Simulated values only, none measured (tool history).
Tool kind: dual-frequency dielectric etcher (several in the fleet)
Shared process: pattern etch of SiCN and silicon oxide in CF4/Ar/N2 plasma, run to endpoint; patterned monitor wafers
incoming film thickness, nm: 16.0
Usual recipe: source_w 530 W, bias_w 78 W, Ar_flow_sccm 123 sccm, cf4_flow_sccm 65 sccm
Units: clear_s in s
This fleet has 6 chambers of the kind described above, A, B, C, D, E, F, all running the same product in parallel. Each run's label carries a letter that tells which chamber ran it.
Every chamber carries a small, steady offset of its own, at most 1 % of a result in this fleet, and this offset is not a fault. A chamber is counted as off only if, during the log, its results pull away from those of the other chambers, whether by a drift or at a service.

run    day  source_w  bias_w  Ar_flow_sccm  cf4_flow_sccm  clear_s
 1E  0.233       530      78           123             65   16.207
 2A  0.454       530      78           123             65   16.582
 3C  0.617       530      78           123             65   16.263
 4D  0.804       530      78           123             65   16.163
     0.992  -- chamber E: source power generator calibrated
 5F  1.050       530      78           123             65   16.310
 6B  1.300       530      78           123             65   16.456
 7F  1.538       530      78           123             65   16.501
 8A  1.696       480      59           123             65   19.611
 9C  1.850       480      59           123             65   19.501
     1.925  -- chamber A: wet clean of the chamber
10E  2.058       480      59           123             65   19.711
11B  2.254       480      59           123             65   19.714
12D  2.462       480      59           123             65   19.509
13B  2.679       480      59           123             65   19.652
14F  2.929       530      78           123             65   16.321
15C  3.154       530      78           123             65   16.415
16D  3.292       530      78           123             65   16.222
17A  3.429       530      78           123             65   16.266
     3.496  -- chamber B: wet clean of the chamber
18E  3.679       530      78           123             65   16.271
19F  3.862       530      78           123             65   16.505
20C  3.983       530      78           123             65   16.590
21E  4.167       530      78           136             59   16.829
22B  4.408       530      78           136             59   16.866
23D  4.567       530      78           136             59   16.842
24A  4.742       530      78           136             59   16.815
25A  4.921       530      78           136             59   16.723
26E  5.054       530      78           136             59   16.929
27F  5.283       530      78           123             65   16.423
28D  5.433       530      78           123             65   16.203
29B  5.546       530      78           123             65   16.270
30C  5.792       530      78           123             65   16.714
31C  6.029       490      78           107             65   17.424
32A  6.162       490      78           107             65   17.103
33E  6.288       490      78           107             65   17.009
34B  6.400       490      78           107             65   17.138
35F  6.629       490      78           107             65   17.243
36D  6.746       490      78           107             65   16.960
37A  6.858       530      78           123             65   16.368
38C  7.038       530      65           123             55   18.447
39D  7.196       530      65           123             55   17.695
40F  7.338       530      65           123             55   18.219
41E  7.496       530      65           123             55   17.742
42B  7.708       530      65           123             55   17.945
     7.717  -- chamber A: CF4 flow controller replaced
43E  7.842       530      65           123             55   17.894
44A  8.092       530      78           123             65   16.351

All chambers now run identical settings, listed one chamber a line with results as question marks. What results will each chamber show?
45A  8.275       530      78           123             65        ?
45B  8.275       530      78           123             65        ?
45C  8.275       530      78           123             65        ?
45D  8.275       530      78           123             65        ?
45E  8.275       530      78           123             65        ?
45F  8.275       530      78           123             65        ?

run  clear_s
45A   16.439
45B   16.419
45C   16.945
45D   16.224
45E   16.286
45F   16.539
